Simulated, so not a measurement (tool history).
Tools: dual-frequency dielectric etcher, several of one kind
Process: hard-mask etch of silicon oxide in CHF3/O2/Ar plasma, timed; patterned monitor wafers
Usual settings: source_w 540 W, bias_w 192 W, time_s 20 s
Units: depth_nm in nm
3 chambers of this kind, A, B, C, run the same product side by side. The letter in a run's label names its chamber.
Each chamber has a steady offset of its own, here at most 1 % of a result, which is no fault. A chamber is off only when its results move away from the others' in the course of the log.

run,hour,source_w,bias_w,time_s,"read-back reference wafer on the same gauge, depth_nm",depth_nm
1A,9.2,540,192,20,39.66,38.44
2C,18,540,192,20,39.784,38.822
3B,31.9,540,192,20,39.683,38.45
4A,39.8,540,192,20,39.74,38.399
5B,55.4,540,192,20,39.716,38.737
6C,68.9,540,192,20,39.766,38.766
7B,76.2,540,192,20,39.654,38.837
8A,91.1,540,192,20,39.686,38.493
9C,101.6,540,192,20,39.704,39.013
10B,109.9,480,192,18,39.775,33.587
11C,119.1,480,192,18,39.725,33.363
12A,133.2,480,192,18,39.655,33.063
13A,141.4,540,192,20,39.698,38.373
14C,154.1,540,192,20,39.646,39.2
15B,168.9,540,192,20,39.673,39.056
16A,181.1,540,192,20,39.663,38.329
17C,193.7,540,192,20,39.67,38.891
18B,202.7,540,192,20,39.692,38.334
19C,210.6,540,192,20,39.698,38.973
# hour 219.2: chamber C: source power generator calibrated
20B,222.4,540,192,20,39.679,38.99
# hour 232.5: chamber B: wet clean of the chamber
21A,236.4,540,224,20,39.664,40.26
# hour 239.6: chamber A: wet clean of the chamber
22B,246.2,540,224,20,39.667,40.811
23C,256.6,540,224,20,39.677,40.673
24A,268.2,540,192,20,39.713,38.265
25B,280,540,192,20,39.626,38.556
26C,289.7,540,192,20,39.722,39.118
27A,297.9,540,192,17.5,39.684,33.818
# hour 304.8: chamber C: wet clean of the chamber
28A,312.1,540,192,17.5,39.663,33.465
29B,323.7,540,192,17.5,39.707,33.831
30C,339.3,540,192,20,39.723,38.65
31B,353.8,540,192,20,39.659,38.175
32A,367.9,540,192,20,39.751,38.754
33C,382.8,540,192,20,39.7,38.682
34C,397.9,540,192,20,39.647,38.904
35A,410.2,540,192,20,39.74,38.627

Next, every chamber runs the same settings. What will each give?
36A,421.6,540,192,18,,?
36B,421.6,540,192,18,,?
36C,421.6,540,192,18,,?

run,depth_nm
36A,34.456
36B,34.818
36C,34.864
